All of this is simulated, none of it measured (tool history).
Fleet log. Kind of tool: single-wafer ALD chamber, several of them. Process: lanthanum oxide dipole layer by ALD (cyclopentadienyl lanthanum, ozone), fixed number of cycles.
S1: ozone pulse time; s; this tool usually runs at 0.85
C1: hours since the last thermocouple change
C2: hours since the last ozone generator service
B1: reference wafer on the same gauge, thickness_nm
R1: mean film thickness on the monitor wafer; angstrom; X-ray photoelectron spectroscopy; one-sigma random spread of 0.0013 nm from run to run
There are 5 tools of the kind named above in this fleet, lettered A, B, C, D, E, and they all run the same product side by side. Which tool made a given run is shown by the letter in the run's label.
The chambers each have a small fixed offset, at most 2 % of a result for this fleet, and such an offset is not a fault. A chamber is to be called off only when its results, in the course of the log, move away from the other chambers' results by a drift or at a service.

| run | day | S1 | C1 | C2 | B1 | R1 |
|---|---|---|---|---|---|---|
| 1E | 0.138 | 0.85 | 1975.2 | 102.3 | 0.44396 | 4.7564 |
| 2A | 0.262 | 0.85 | 173.6 | 1288.2 | 0.4438 | 4.7228 |
| 3D | 0.362 | 0.85 | 1710.6 | 781.2 | 0.444 | 4.7059 |
| 4B | 0.488 | 0.85 | 968.5 | 1024 | 0.44388 | 4.6978 |
|  | 0.571 | chamber B: ozone generator serviced |
| 5C | 0.654 | 0.85 | 796.6 | 231.7 | 0.44418 | 4.8117 |
| 6D | 0.821 | 0.85 | 1721.6 | 792.2 | 0.44417 | 4.6964 |
| 7E | 1.008 | 0.85 | 1996.1 | 123.2 | 0.44395 | 4.7816 |
| 8C | 1.162 | 0.85 | 808.8 | 243.9 | 0.44417 | 4.7853 |
| 9B | 1.292 | 0.85 | 987.8 | 17.3 | 0.44398 | 4.7476 |
| 10A | 1.412 | 0.85 | 201.2 | 1315.8 | 0.44421 | 4.7344 |
| 11C | 1.608 | 0.85 | 819.5 | 254.6 | 0.44392 | 4.7904 |
|  | 1.729 | chamber A: ozone generator serviced |
| 12D | 1.771 | 1.16 | 1744.4 | 815 | 0.4439 | 5.176 |
| 13E | 1.95 | 1.16 | 2018.7 | 145.8 | 0.44371 | 5.2712 |
| 14B | 2.079 | 1.16 | 1006.7 | 36.2 | 0.44371 | 5.2223 |
| 15A | 2.25 | 1.16 | 221.3 | 12.6 | 0.44389 | 5.2178 |
| 16D | 2.379 | 1.16 | 1759 | 829.6 | 0.4442 | 5.2096 |
| 17C | 2.517 | 0.85 | 841.3 | 276.4 | 0.44413 | 4.7872 |
| 18A | 2.662 | 0.85 | 231.2 | 22.5 | 0.44422 | 4.7604 |
| 19B | 2.846 | 0.85 | 1025.1 | 54.6 | 0.44397 | 4.7208 |
| 20E | 3.004 | 0.7 | 2044 | 171.1 | 0.44391 | 4.3985 |
| 21B | 3.192 | 0.7 | 1033.4 | 62.9 | 0.44383 | 4.383 |
| 22C | 3.329 | 0.7 | 860.8 | 295.9 | 0.4439 | 4.4076 |
| 23D | 3.462 | 0.7 | 1785 | 855.6 | 0.44419 | 4.3222 |
| 24E | 3.608 | 0.7 | 2058.5 | 185.6 | 0.44385 | 4.3877 |
| 25A | 3.704 | 0.85 | 256.2 | 47.5 | 0.44429 | 4.7486 |
| 26E | 3.904 | 0.85 | 2065.6 | 192.7 | 0.44391 | 4.7705 |
| 27A | 4.025 | 1.17 | 263.9 | 55.2 | 0.44396 | 5.2365 |
| 28C | 4.167 | 1.17 | 880.9 | 316 | 0.44432 | 5.3189 |
| 29B | 4.275 | 1.17 | 1059.4 | 88.9 | 0.44381 | 5.2224 |
| 30D | 4.362 | 1.17 | 1806.6 | 877.2 | 0.44386 | 5.2188 |
| 31B | 4.508 | 1.17 | 1065 | 94.5 | 0.44414 | 5.2063 |
| 32E | 4.7 | 0.85 | 2084.7 | 211.8 | 0.44387 | 4.7771 |
| 33A | 4.854 | 0.85 | 283.8 | 75.1 | 0.444 | 4.762 |
| 34C | 4.988 | 0.85 | 900.6 | 335.7 | 0.44383 | 4.8067 |
| 35D | 5.162 | 0.85 | 1825.8 | 896.4 | 0.44392 | 4.7276 |

The same settings go to every chamber for the next run, one line per chamber below. Forecast the results for each:
| 36A | 5.308 | 0.85 |  |  |  | ? |
| 36B | 5.308 | 0.85 |  |  |  | ? |
| 36C | 5.308 | 0.85 |  |  |  | ? |
| 36D | 5.308 | 0.85 |  |  |  | ? |
| 36E | 5.308 | 0.85 |  |  |  | ? |

| run | R1 |
|---|---|
| 36A | 4.7405 |
| 36B | 4.7452 |
| 36C | 4.8066 |
| 36D | 4.7129 |
| 36E | 4.7885 |
